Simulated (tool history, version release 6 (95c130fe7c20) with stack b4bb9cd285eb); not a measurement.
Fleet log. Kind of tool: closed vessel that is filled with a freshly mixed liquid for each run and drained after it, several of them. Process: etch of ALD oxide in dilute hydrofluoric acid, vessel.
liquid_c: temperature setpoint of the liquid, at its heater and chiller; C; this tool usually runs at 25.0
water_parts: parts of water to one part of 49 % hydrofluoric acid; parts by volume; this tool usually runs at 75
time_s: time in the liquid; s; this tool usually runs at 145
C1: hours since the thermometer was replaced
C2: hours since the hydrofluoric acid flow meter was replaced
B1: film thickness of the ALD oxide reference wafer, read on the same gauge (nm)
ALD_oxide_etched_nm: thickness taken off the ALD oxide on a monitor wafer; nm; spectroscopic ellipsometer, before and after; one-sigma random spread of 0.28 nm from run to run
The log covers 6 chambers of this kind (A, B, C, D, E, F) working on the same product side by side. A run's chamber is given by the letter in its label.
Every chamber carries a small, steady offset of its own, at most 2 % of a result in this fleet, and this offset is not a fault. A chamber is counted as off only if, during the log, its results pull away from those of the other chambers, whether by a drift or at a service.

{"run": "1C", "hour": 2.1, "liquid_c": 25.0, "water_parts": 75, "time_s": 145, "C1": 981.7, "C2": 201.8, "B1": 40.001, "ALD_oxide_etched_nm": 34.644}
{"run": "2A", "hour": 4.2, "liquid_c": 25.0, "water_parts": 75, "time_s": 145, "C1": 297.1, "C2": 39.2, "B1": 39.999, "ALD_oxide_etched_nm": 33.857}
{"run": "3B", "hour": 7.4, "liquid_c": 25.0, "water_parts": 75, "time_s": 145, "C1": 304.5, "C2": 1164.3, "B1": 40.019, "ALD_oxide_etched_nm": 33.428}
{"run": "4F", "hour": 11.7, "liquid_c": 25.0, "water_parts": 75, "time_s": 145, "C1": 567.8, "C2": 901.9, "B1": 39.991, "ALD_oxide_etched_nm": 34.168}
{"run": "5E", "hour": 14.8, "liquid_c": 25.0, "water_parts": 75, "time_s": 145, "C1": 131.8, "C2": 827.4, "B1": 39.982, "ALD_oxide_etched_nm": 34.633}
{"run": "6D", "hour": 18.7, "liquid_c": 25.0, "water_parts": 75, "time_s": 145, "C1": 26.8, "C2": 841.8, "B1": 40.008, "ALD_oxide_etched_nm": 34.482}
{"run": "7F", "hour": 22.6, "liquid_c": 28.5, "water_parts": 75, "time_s": 110, "C1": 578.7, "C2": 912.8, "B1": 40.004, "ALD_oxide_etched_nm": 29.685}
{"run": "8E", "hour": 26.7, "liquid_c": 28.5, "water_parts": 75, "time_s": 110, "C1": 143.7, "C2": 839.3, "B1": 39.996, "ALD_oxide_etched_nm": 30.046}
{"run": "9B", "hour": 31.0, "liquid_c": 28.5, "water_parts": 75, "time_s": 110, "C1": 328.1, "C2": 1187.9, "B1": 40.022, "ALD_oxide_etched_nm": 29.106}
{"run": "10D", "hour": 33.3, "liquid_c": 28.5, "water_parts": 75, "time_s": 110, "C1": 41.4, "C2": 856.4, "B1": 40.017, "ALD_oxide_etched_nm": 30.161}
{"run": "11A", "hour": 36.6, "liquid_c": 28.5, "water_parts": 75, "time_s": 110, "C1": 329.5, "C2": 71.6, "B1": 40.003, "ALD_oxide_etched_nm": 30.135}
{"run": "12C", "hour": 40.1, "liquid_c": 28.5, "water_parts": 75, "time_s": 110, "C1": 1019.7, "C2": 239.8, "B1": 39.996, "ALD_oxide_etched_nm": 29.836}
{"run": "13E", "hour": 44.0, "liquid_c": 25.0, "water_parts": 100, "time_s": 145, "C1": 161.0, "C2": 856.6, "B1": 39.997, "ALD_oxide_etched_nm": 24.978}
{"run": "14F", "hour": 47.6, "liquid_c": 25.0, "water_parts": 100, "time_s": 145, "C1": 603.7, "C2": 937.8, "B1": 39.979, "ALD_oxide_etched_nm": 24.389}
{"run": "15A", "hour": 51.7, "liquid_c": 25.0, "water_parts": 100, "time_s": 145, "C1": 344.6, "C2": 86.7, "B1": 39.996, "ALD_oxide_etched_nm": 24.725}
{"run": "16D", "hour": 54.3, "liquid_c": 25.0, "water_parts": 100, "time_s": 145, "C1": 62.4, "C2": 877.4, "B1": 40.013, "ALD_oxide_etched_nm": 24.857}
{"run": "17B", "hour": 58.7, "liquid_c": 25.0, "water_parts": 100, "time_s": 145, "C1": 355.8, "C2": 1215.6, "B1": 40.029, "ALD_oxide_etched_nm": 24.948}
{"run": "18C", "hour": 61.3, "liquid_c": 25.0, "water_parts": 100, "time_s": 145, "C1": 1040.9, "C2": 261.0, "B1": 40.029, "ALD_oxide_etched_nm": 24.973}
{"run": "19D", "hour": 64.2, "liquid_c": 25.0, "water_parts": 75, "time_s": 145, "C1": 72.3, "C2": 887.3, "B1": 39.992, "ALD_oxide_etched_nm": 34.903}
{"run": "20A", "hour": 67.0, "liquid_c": 25.0, "water_parts": 75, "time_s": 145, "C1": 359.9, "C2": 102.0, "B1": 39.998, "ALD_oxide_etched_nm": 34.322}
{"run": "21E", "hour": 69.2, "liquid_c": 25.0, "water_parts": 75, "time_s": 145, "C1": 186.2, "C2": 881.8, "B1": 39.985, "ALD_oxide_etched_nm": 34.998}
{"run": "22C", "hour": 71.9, "liquid_c": 25.0, "water_parts": 75, "time_s": 145, "C1": 1051.5, "C2": 271.6, "B1": 39.988, "ALD_oxide_etched_nm": 34.757}
{"run": "23F", "hour": 74.7, "liquid_c": 25.0, "water_parts": 75, "time_s": 145, "C1": 630.8, "C2": 964.9, "B1": 39.982, "ALD_oxide_etched_nm": 33.596}
{"run": "24B", "hour": 77.6, "liquid_c": 25.0, "water_parts": 75, "time_s": 145, "C1": 374.7, "C2": 1234.5, "B1": 40.013, "ALD_oxide_etched_nm": 34.517}
{"run": "25C", "hour": 80.0, "liquid_c": 25.0, "water_parts": 75, "time_s": 145, "C1": 1059.6, "C2": 279.7, "B1": 40.006, "ALD_oxide_etched_nm": 34.35}
{"run": "26E", "hour": 83.8, "liquid_c": 25.0, "water_parts": 75, "time_s": 145, "C1": 200.8, "C2": 896.4, "B1": 40.044, "ALD_oxide_etched_nm": 34.529}
{"run": "27D", "hour": 87.7, "liquid_c": 25.0, "water_parts": 40, "time_s": 145, "C1": 95.8, "C2": 910.8, "B1": 39.975, "ALD_oxide_etched_nm": 68.399}
{"run": "28F", "hour": 90.4, "liquid_c": 25.0, "water_parts": 40, "time_s": 145, "C1": 646.5, "C2": 980.6, "B1": 39.976, "ALD_oxide_etched_nm": 66.494}
{"run": "29A", "hour": 93.9, "liquid_c": 25.0, "water_parts": 40, "time_s": 145, "C1": 386.8, "C2": 128.9, "B1": 39.983, "ALD_oxide_etched_nm": 67.438}
{"run": "30B", "hour": 98.2, "liquid_c": 25.0, "water_parts": 40, "time_s": 145, "C1": 395.3, "C2": 1255.1, "B1": 40.033, "ALD_oxide_etched_nm": 68.372}
{"run": "31A", "hour": 102.2, "liquid_c": 25.0, "water_parts": 40, "time_s": 145, "C1": 395.1, "C2": 137.2, "B1": 39.992, "ALD_oxide_etched_nm": 66.917}
{"run": "32D", "hour": 104.2, "liquid_c": 25.0, "water_parts": 40, "time_s": 145, "C1": 112.3, "C2": 927.3, "B1": 40.001, "ALD_oxide_etched_nm": 67.272}
{"run": "33F", "hour": 106.3, "liquid_c": 25.0, "water_parts": 75, "time_s": 145, "C1": 662.4, "C2": 996.5, "B1": 39.992, "ALD_oxide_etched_nm": 33.95}
{"run": "34C", "hour": 108.4, "liquid_c": 25.0, "water_parts": 75, "time_s": 145, "C1": 1088.0, "C2": 308.1, "B1": 39.998, "ALD_oxide_etched_nm": 34.698}
{"run": "35B", "hour": 112.5, "liquid_c": 25.0, "water_parts": 75, "time_s": 145, "C1": 409.6, "C2": 1269.4, "B1": 40.006, "ALD_oxide_etched_nm": 34.655}
{"run": "36E", "hour": 115.2, "liquid_c": 25.0, "water_parts": 75, "time_s": 195, "C1": 232.2, "C2": 927.8, "B1": 39.97, "ALD_oxide_etched_nm": 47.084}
{"run": "37B", "hour": 118.0, "liquid_c": 25.0, "water_parts": 75, "time_s": 195, "C1": 415.1, "C2": 1274.9, "B1": 40.0, "ALD_oxide_etched_nm": 46.487}
{"run": "38E", "hour": 121.7, "liquid_c": 25.0, "water_parts": 75, "time_s": 195, "C1": 238.7, "C2": 934.3, "B1": 39.989, "ALD_oxide_etched_nm": 46.699}
{"run": "39F", "hour": 125.4, "liquid_c": 25.0, "water_parts": 75, "time_s": 195, "C1": 681.5, "C2": 1015.6, "B1": 39.994, "ALD_oxide_etched_nm": 46.035}
{"run": "40A", "hour": 129.5, "liquid_c": 25.0, "water_parts": 75, "time_s": 195, "C1": 422.4, "C2": 164.5, "B1": 39.995, "ALD_oxide_etched_nm": 46.22}
{"run": "41D", "hour": 133.3, "liquid_c": 25.0, "water_parts": 75, "time_s": 195, "C1": 141.4, "C2": 956.4, "B1": 39.97, "ALD_oxide_etched_nm": 46.21}
{"run": "42C", "hour": 136.1, "liquid_c": 25.0, "water_parts": 75, "time_s": 145, "C1": 1115.7, "C2": 335.8, "B1": 40.005, "ALD_oxide_etched_nm": 34.406}

Next, all 6 chambers run the settings below, one line each with question marks for the results. What does each chamber give?
{"run": "43A", "hour": 139.4, "liquid_c": 25.0, "water_parts": 75, "time_s": 145, "ALD_oxide_etched_nm": "?"}
{"run": "43B", "hour": 139.4, "liquid_c": 25.0, "water_parts": 75, "time_s": 145, "ALD_oxide_etched_nm": "?"}
{"run": "43C", "hour": 139.4, "liquid_c": 25.0, "water_parts": 75, "time_s": 145, "ALD_oxide_etched_nm": "?"}
{"run": "43D", "hour": 139.4, "liquid_c": 25.0, "water_parts": 75, "time_s": 145, "ALD_oxide_etched_nm": "?"}
{"run": "43E", "hour": 139.4, "liquid_c": 25.0, "water_parts": 75, "time_s": 145, "ALD_oxide_etched_nm": "?"}
{"run": "43F", "hour": 139.4, "liquid_c": 25.0, "water_parts": 75, "time_s": 145, "ALD_oxide_etched_nm": "?"}

run=43A ALD_oxide_etched_nm=34.492
run=43B ALD_oxide_etched_nm=34.308
run=43C ALD_oxide_etched_nm=34.401
run=43D ALD_oxide_etched_nm=34.826
run=43E ALD_oxide_etched_nm=34.590
run=43F ALD_oxide_etched_nm=33.993
